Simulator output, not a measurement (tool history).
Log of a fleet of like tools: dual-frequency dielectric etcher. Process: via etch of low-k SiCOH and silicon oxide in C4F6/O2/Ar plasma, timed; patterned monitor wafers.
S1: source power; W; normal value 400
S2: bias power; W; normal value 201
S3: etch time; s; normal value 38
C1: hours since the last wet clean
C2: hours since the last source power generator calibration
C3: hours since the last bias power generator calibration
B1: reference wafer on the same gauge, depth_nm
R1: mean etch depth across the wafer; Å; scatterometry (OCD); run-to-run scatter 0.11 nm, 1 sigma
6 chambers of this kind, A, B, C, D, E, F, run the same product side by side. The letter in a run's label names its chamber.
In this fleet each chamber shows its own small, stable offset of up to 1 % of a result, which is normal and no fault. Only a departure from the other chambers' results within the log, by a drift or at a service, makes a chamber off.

| run | hour | S1 | S2 | S3 | C1 | C2 | C3 | B1 | R1 |
|---|---|---|---|---|---|---|---|---|---|
| 1F | 6.6 | 400 | 201 | 38 | 82.4 | 333.6 | 3928.5 | 87.934 | 925.07 |
| 2C | 14.3 | 400 | 201 | 38 | 192 | 556 | 368 | 87.931 | 935.16 |
| 3E | 20.2 | 400 | 201 | 38 | 326.8 | 1694 | 3811.9 | 87.911 | 933.81 |
| 4D | 26.1 | 400 | 201 | 38 | 356.3 | 1481.5 | 2320.7 | 87.945 | 923.59 |
| 5B | 34 | 460 | 201 | 48.5 | 284.1 | 905.6 | 3237.3 | 87.931 | 1255.6 |
|  | 38.1 | chamber A: source power generator calibrated |
| 6A | 43.2 | 460 | 201 | 48.5 | 527.8 | 5.2 | 383.5 | 87.963 | 1256.2 |
| 7D | 50 | 460 | 201 | 48.5 | 380.2 | 1505.4 | 2344.6 | 87.962 | 1246.4 |
| 8F | 55.1 | 460 | 201 | 48.5 | 130.9 | 382.1 | 3977 | 87.967 | 1250.9 |
| 9B | 61.4 | 460 | 201 | 48.5 | 311.5 | 933 | 3264.7 | 87.995 | 1254 |
| 10E | 67.1 | 460 | 201 | 48.5 | 373.7 | 1740.9 | 3858.8 | 88.001 | 1260 |
| 11A | 72.4 | 400 | 201 | 38 | 557 | 34.4 | 412.7 | 88.018 | 932.78 |
| 12C | 79 | 400 | 201 | 38 | 256.7 | 620.7 | 432.7 | 88.021 | 936.33 |
|  | 79.6 | chamber A: wet clean of the chamber |
| 13B | 84.3 | 400 | 201 | 38 | 334.4 | 955.9 | 3287.6 | 88.032 | 930.13 |
| 14C | 88.4 | 400 | 201 | 38 | 266.1 | 630.1 | 442.1 | 88.051 | 937.99 |
| 15E | 95.6 | 400 | 201 | 38 | 402.2 | 1769.4 | 3887.3 | 88.053 | 935.26 |
| 16D | 102.4 | 400 | 201 | 38 | 432.6 | 1557.8 | 2397 | 88.056 | 925.05 |
| 17F | 106.5 | 400 | 201 | 29.5 | 182.3 | 433.5 | 4028.4 | 88.076 | 720.15 |
| 18A | 112.4 | 400 | 201 | 29.5 | 32.8 | 74.4 | 452.7 | 88.09 | 724.34 |
| 19D | 120.4 | 400 | 201 | 29.5 | 450.6 | 1575.8 | 2415 | 88.103 | 716.46 |
| 20F | 126 | 400 | 201 | 29.5 | 201.8 | 453 | 4047.9 | 88.105 | 718.94 |
| 21C | 133.8 | 400 | 201 | 29.5 | 311.5 | 675.5 | 487.5 | 88.111 | 727.36 |
| 22B | 139.8 | 400 | 201 | 29.5 | 389.9 | 1011.4 | 3343.1 | 88.117 | 722.53 |
| 23A | 144.7 | 400 | 201 | 38 | 65.1 | 106.7 | 485 | 88.1 | 934.82 |
| 24E | 153.7 | 400 | 201 | 38 | 460.3 | 1827.5 | 3945.4 | 88.124 | 938.12 |
| 25B | 160 | 400 | 201 | 38 | 410.1 | 1031.6 | 3363.3 | 88.123 | 933.73 |
| 26A | 165.3 | 400 | 201 | 38 | 85.7 | 127.3 | 505.6 | 88.12 | 934.87 |
|  | 169.3 | chamber C: wet clean of the chamber |
| 27E | 173 | 400 | 201 | 38 | 479.6 | 1846.8 | 3964.7 | 88.164 | 936.79 |
| 28D | 177.8 | 400 | 201 | 38 | 508 | 1633.2 | 2472.4 | 88.168 | 926.27 |
| 29F | 184.2 | 400 | 201 | 42 | 260 | 511.2 | 4106.1 | 88.183 | 1026.3 |
| 30C | 189.3 | 400 | 201 | 42 | 20.1 | 731 | 543 | 88.195 | 1039.2 |
| 31F | 197.7 | 400 | 201 | 42 | 273.5 | 524.7 | 4119.6 | 88.212 | 1027.2 |
| 32C | 205.1 | 400 | 201 | 42 | 35.9 | 746.8 | 558.8 | 88.233 | 1036.8 |
| 33B | 209.9 | 400 | 201 | 42 | 460 | 1081.5 | 3413.2 | 88.247 | 1029.8 |
| 34E | 218.6 | 400 | 201 | 42 | 525.2 | 1892.4 | 4010.3 | 88.244 | 1036.6 |
| 35A | 227.9 | 400 | 201 | 38 | 148.3 | 189.9 | 568.2 | 88.254 | 936.21 |
| 36D | 232.9 | 400 | 201 | 38 | 563.1 | 1688.3 | 2527.5 | 88.274 | 926.7 |
| 37B | 239.5 | 400 | 201 | 38 | 489.6 | 1111.1 | 3442.8 | 88.28 | 933.44 |
| 38E | 243.9 | 400 | 201 | 38 | 550.5 | 1917.7 | 4035.6 | 88.259 | 937.32 |
| 39C | 249.3 | 400 | 201 | 38 | 80.1 | 791 | 603 | 88.286 | 940.55 |
| 40F | 253.5 | 400 | 201 | 38 | 329.3 | 580.5 | 4175.4 | 88.284 | 930.44 |
| 41A | 261 | 310 | 155 | 38 | 181.4 | 223 | 601.3 | 88.294 | 783.5 |

The same settings go to every chamber for the next run, one line per chamber below. Forecast the results for each:
| 42A | 267.7 | 360 | 201 | 38 |  |  |  |  | ? |
| 42B | 267.7 | 360 | 201 | 38 |  |  |  |  | ? |
| 42C | 267.7 | 360 | 201 | 38 |  |  |  |  | ? |
| 42D | 267.7 | 360 | 201 | 38 |  |  |  |  | ? |
| 42E | 267.7 | 360 | 201 | 38 |  |  |  |  | ? |
| 42F | 267.7 | 360 | 201 | 38 |  |  |  |  | ? |

| run | R1 |
|---|---|
| 42A | 900.8 |
| 42B | 894.76 |
| 42C | 901.5 |
| 42D | 890.69 |
| 42E | 901.05 |
| 42F | 893.4 |

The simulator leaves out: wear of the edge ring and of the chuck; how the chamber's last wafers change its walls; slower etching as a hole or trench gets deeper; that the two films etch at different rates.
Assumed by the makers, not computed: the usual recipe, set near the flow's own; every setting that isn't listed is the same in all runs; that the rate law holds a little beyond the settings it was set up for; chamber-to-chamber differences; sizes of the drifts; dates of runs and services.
